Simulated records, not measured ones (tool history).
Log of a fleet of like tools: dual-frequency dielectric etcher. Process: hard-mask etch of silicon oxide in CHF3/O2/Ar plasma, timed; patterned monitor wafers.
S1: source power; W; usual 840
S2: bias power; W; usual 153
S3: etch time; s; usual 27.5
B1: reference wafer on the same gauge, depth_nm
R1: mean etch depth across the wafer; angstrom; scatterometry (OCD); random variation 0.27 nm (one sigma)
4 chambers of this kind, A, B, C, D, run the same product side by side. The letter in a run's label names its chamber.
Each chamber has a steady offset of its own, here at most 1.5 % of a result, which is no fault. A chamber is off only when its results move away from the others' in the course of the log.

Run 1D, hour 9.8: usual settings; B1 57.439. Result: R1 584.36 angstrom.
Run 2C, hour 14.9: usual settings; B1 57.404. Result: R1 593.33 angstrom.
Run 3A, hour 20.0: usual settings; B1 57.518. Result: R1 586.77 angstrom.
Run 4B, hour 29.6: usual settings; B1 57.512. Result: R1 580.46 angstrom.
Run 5A, hour 34.8: usual settings; B1 57.510. Result: R1 584.15 angstrom.
Run 6B, hour 42.1: usual settings; B1 57.515. Result: R1 579.25 angstrom.
Run 7C, hour 48.2: usual settings but S1 660 W; B1 57.468. Result: R1 540.74 angstrom.
At hour 52.8: chamber B: wet clean of the chamber.
Run 8D, hour 55.3: usual settings but S1 660 W; B1 57.485. Result: R1 533.99 angstrom.
Run 9C, hour 64.0: usual settings but S1 660 W; B1 57.522. Result: R1 539.23 angstrom.
Run 10A, hour 73.1: usual settings but S1 660 W; B1 57.442. Result: R1 532.15 angstrom.
Run 11D, hour 78.4: usual settings but S1 910 W; B1 57.520. Result: R1 605.09 angstrom.
Run 12B, hour 84.9: usual settings but S1 910 W; B1 57.551. Result: R1 600.32 angstrom.
Run 13A, hour 95.5: usual settings but S1 910 W; B1 57.487. Result: R1 603.61 angstrom.
Run 14B, hour 103.9: usual settings but S1 910 W; B1 57.480. Result: R1 603.41 angstrom.
Run 15C, hour 109.1: usual settings; B1 57.468. Result: R1 594.12 angstrom.
Run 16D, hour 118.3: usual settings but S2 169 W, S3 31.5 s; B1 57.556. Result: R1 696.02 angstrom.
Run 17C, hour 128.8: usual settings but S2 169 W, S3 31.5 s; B1 57.532. Result: R1 702.71 angstrom.
Run 18D, hour 134.0: usual settings but S2 169 W, S3 31.5 s; B1 57.453. Result: R1 697.50 angstrom.
Run 19A, hour 139.3: usual settings but S2 169 W, S3 31.5 s; B1 57.457. Result: R1 694.78 angstrom.
Run 20B, hour 148.0: usual settings; B1 57.480. Result: R1 579.08 angstrom.
Run 21A, hour 155.5: usual settings; B1 57.431. Result: R1 586.19 angstrom.
Run 22C, hour 164.4: usual settings but S2 126 W, S3 24.0 s; B1 57.494. Result: R1 486.85 angstrom.
Run 23D, hour 170.4: usual settings but S2 126 W, S3 24.0 s; B1 57.478. Result: R1 494.94 angstrom.
Run 24B, hour 180.7: usual settings but S2 126 W, S3 24.0 s; B1 57.465. Result: R1 479.19 angstrom.
Run 25A, hour 187.7: usual settings but S2 126 W, S3 24.0 s; B1 57.464. Result: R1 485.08 angstrom.
Run 26C, hour 192.6: usual settings; B1 57.493. Result: R1 591.19 angstrom.
Run 27B, hour 202.4: usual settings; B1 57.484. Result: R1 580.09 angstrom.
Run 28D, hour 211.6: usual settings but S2 188 W, S3 33.0 s; B1 57.540. Result: R1 775.04 angstrom.

Next, every chamber runs the same settings. What will each give?
Run 29A, hour 219.3: usual settings. Result: R1 ?.
Run 29B, hour 219.3: usual settings. Result: R1 ?.
Run 29C, hour 219.3: usual settings. Result: R1 ?.
Run 29D, hour 219.3: usual settings. Result: R1 ?.

run      R1
29A  591.06
29B  583.23
29C  595.56
29D  607.02
